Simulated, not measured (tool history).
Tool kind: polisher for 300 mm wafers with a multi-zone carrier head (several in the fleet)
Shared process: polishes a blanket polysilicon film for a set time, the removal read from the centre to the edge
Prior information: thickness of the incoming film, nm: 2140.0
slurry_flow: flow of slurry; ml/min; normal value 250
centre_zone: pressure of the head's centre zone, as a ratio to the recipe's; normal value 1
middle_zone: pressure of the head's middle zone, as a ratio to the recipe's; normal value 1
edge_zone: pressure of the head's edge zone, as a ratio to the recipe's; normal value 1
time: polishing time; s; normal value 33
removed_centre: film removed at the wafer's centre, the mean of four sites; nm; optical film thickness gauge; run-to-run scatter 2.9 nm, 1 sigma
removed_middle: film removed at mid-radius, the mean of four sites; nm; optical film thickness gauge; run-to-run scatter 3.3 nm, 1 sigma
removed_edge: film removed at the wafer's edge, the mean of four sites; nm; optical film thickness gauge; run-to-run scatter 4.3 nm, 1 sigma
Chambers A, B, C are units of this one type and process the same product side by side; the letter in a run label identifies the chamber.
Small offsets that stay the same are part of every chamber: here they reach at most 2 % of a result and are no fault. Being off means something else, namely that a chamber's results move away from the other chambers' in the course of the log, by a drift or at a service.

| run | day | slurry_flow | centre_zone | middle_zone | edge_zone | time | removed_centre | removed_middle | removed_edge |
|---|---|---|---|---|---|---|---|---|---|
| 1B | 0.600 | 250 | 1 | 1 | 1 | 33 | 314.73 | 313.04 | 305.62 |
|  | 0.771 | chamber B: worn pad replaced by a new one |
| 2C | 1.217 | 250 | 1 | 1 | 1 | 33 | 310.57 | 315.84 | 303.04 |
| 3A | 1.717 | 250 | 1 | 1 | 1 | 33 | 314.08 | 312.59 | 309.32 |
| 4B | 2.012 | 250 | 1 | 1 | 1 | 33 | 313.42 | 317.85 | 311.93 |
| 5C | 2.421 | 250 | 1 | 1 | 1 | 33 | 311.64 | 315.31 | 303.02 |
| 6A | 2.871 | 250 | 1 | 1 | 1 | 44 | 419.00 | 416.38 | 424.29 |
| 7B | 3.350 | 250 | 1 | 1 | 1 | 44 | 409.96 | 413.71 | 408.79 |
|  | 3.804 | chamber B: worn pad replaced by a new one |
| 8C | 3.971 | 250 | 1 | 1 | 1 | 44 | 415.03 | 408.33 | 417.83 |
|  | 4.388 | chamber C: worn pad replaced by a new one |
| 9A | 4.508 | 305 | 1 | 1 | 1 | 33 | 322.02 | 312.24 | 314.67 |
| 10B | 4.892 | 305 | 1 | 1 | 1 | 33 | 319.41 | 318.56 | 322.69 |
| 11A | 5.300 | 305 | 1 | 1 | 1 | 33 | 317.94 | 313.83 | 312.43 |
|  | 5.600 | chamber C: centre zone pressure recalibrated |
| 12C | 5.742 | 250 | 1 | 1 | 1 | 33 | 305.87 | 308.90 | 307.91 |
|  | 5.962 | chamber C: slurry nozzle cleaned |
| 13B | 6.304 | 250 | 1 | 1 | 1 | 33 | 316.61 | 312.05 | 309.24 |
|  | 6.338 | chamber B: worn pad replaced by a new one |
| 14A | 6.917 | 250 | 1 | 1 | 1 | 33 | 308.57 | 300.08 | 308.70 |
| 15C | 7.438 | 250 | 1 | 1 | 1 | 33 | 313.12 | 312.00 | 307.64 |
|  | 7.638 | chamber A: edge zone pressure recalibrated |
| 16C | 8.054 | 250 | 1 | 1 | 1 | 33 | 308.38 | 311.68 | 310.83 |
| 17A | 8.358 | 250 | 1 | 1 | 1 | 33 | 296.74 | 293.75 | 300.00 |
|  | 8.721 | chamber C: worn pad replaced by a new one |
| 18B | 8.767 | 250 | 1 | 1 | 1 | 33 | 309.96 | 311.82 | 303.26 |
|  | 8.875 | chamber B: worn pad replaced by a new one |
|  | 9.125 | chamber A: centre zone pressure recalibrated |
| 19C | 9.246 | 250 | 1 | 1 | 1 | 33 | 311.94 | 313.05 | 305.62 |
| 20B | 9.821 | 250 | 1 | 1 | 1 | 33 | 311.10 | 312.39 | 311.46 |
| 21A | 10.121 | 250 | 1 | 1 | 1 | 33 | 296.90 | 291.09 | 293.00 |
| 22B | 10.450 | 250 | 1 | 1 | 1 | 33 | 311.37 | 311.50 | 310.48 |
|  | 10.692 | chamber A: slurry nozzle cleaned |
| 23A | 10.950 | 250 | 1 | 1 | 1 | 33 | 288.81 | 285.58 | 294.65 |
| 24C | 11.346 | 250 | 1 | 1 | 1 | 33 | 310.60 | 314.96 | 313.84 |

Is one chamber out of step, is the gauge drifting, or do the chambers differ by no more than their own small offsets? For an off chamber, give its letter and the likeliest cause.

Little by little, chamber A moves away from the other chambers.
Most likely cause: removal rate lost through wear of the pad, % = 8.03.

Below are 4 candidate recipes for chamber A's next run, each the usual settings with a change, their results shown as question marks. Which of them brings A's results back in line with what the other chambers give on the usual settings?
A result is in line if it is within this distance of the other chambers' mean on the usual settings: removed_centre 9.90 nm; removed_middle 12.00 nm; removed_edge 15.00 nm
| 25A-1 | 11.817 | 245 | 0.99 | 0.98 | 1.01 | 31 | ? | ? | ? |
| 25A-2 | 11.817 | 255 | 1.01 | 1.03 | 0.99 | 35 | ? | ? | ? |
| 25A-3 | 11.817 | 250 | 1.00 | 0.99 | 1.00 | 32 | ? | ? | ? |
| 25A-4 | 11.817 | 250 | 1.00 | 1.01 | 1.00 | 34 | ? | ? | ? |

The mean the other chambers reach with the usual settings: removed_centre 312.67 nm; removed_middle 312.85 nm; removed_edge 309.62 nm
| run | removed_centre | removed_middle | removed_edge |
|---|---|---|---|
| 25A-1 | 267.03 | 261.64 | 272.83 |
| 25A-2 | 310.00 | 310.79 | 305.72 |
| 25A-3 | 279.51 | 273.27 | 280.65 |
| 25A-4 | 297.02 | 295.79 | 298.10 |
25A-2 brings the chamber back in line.
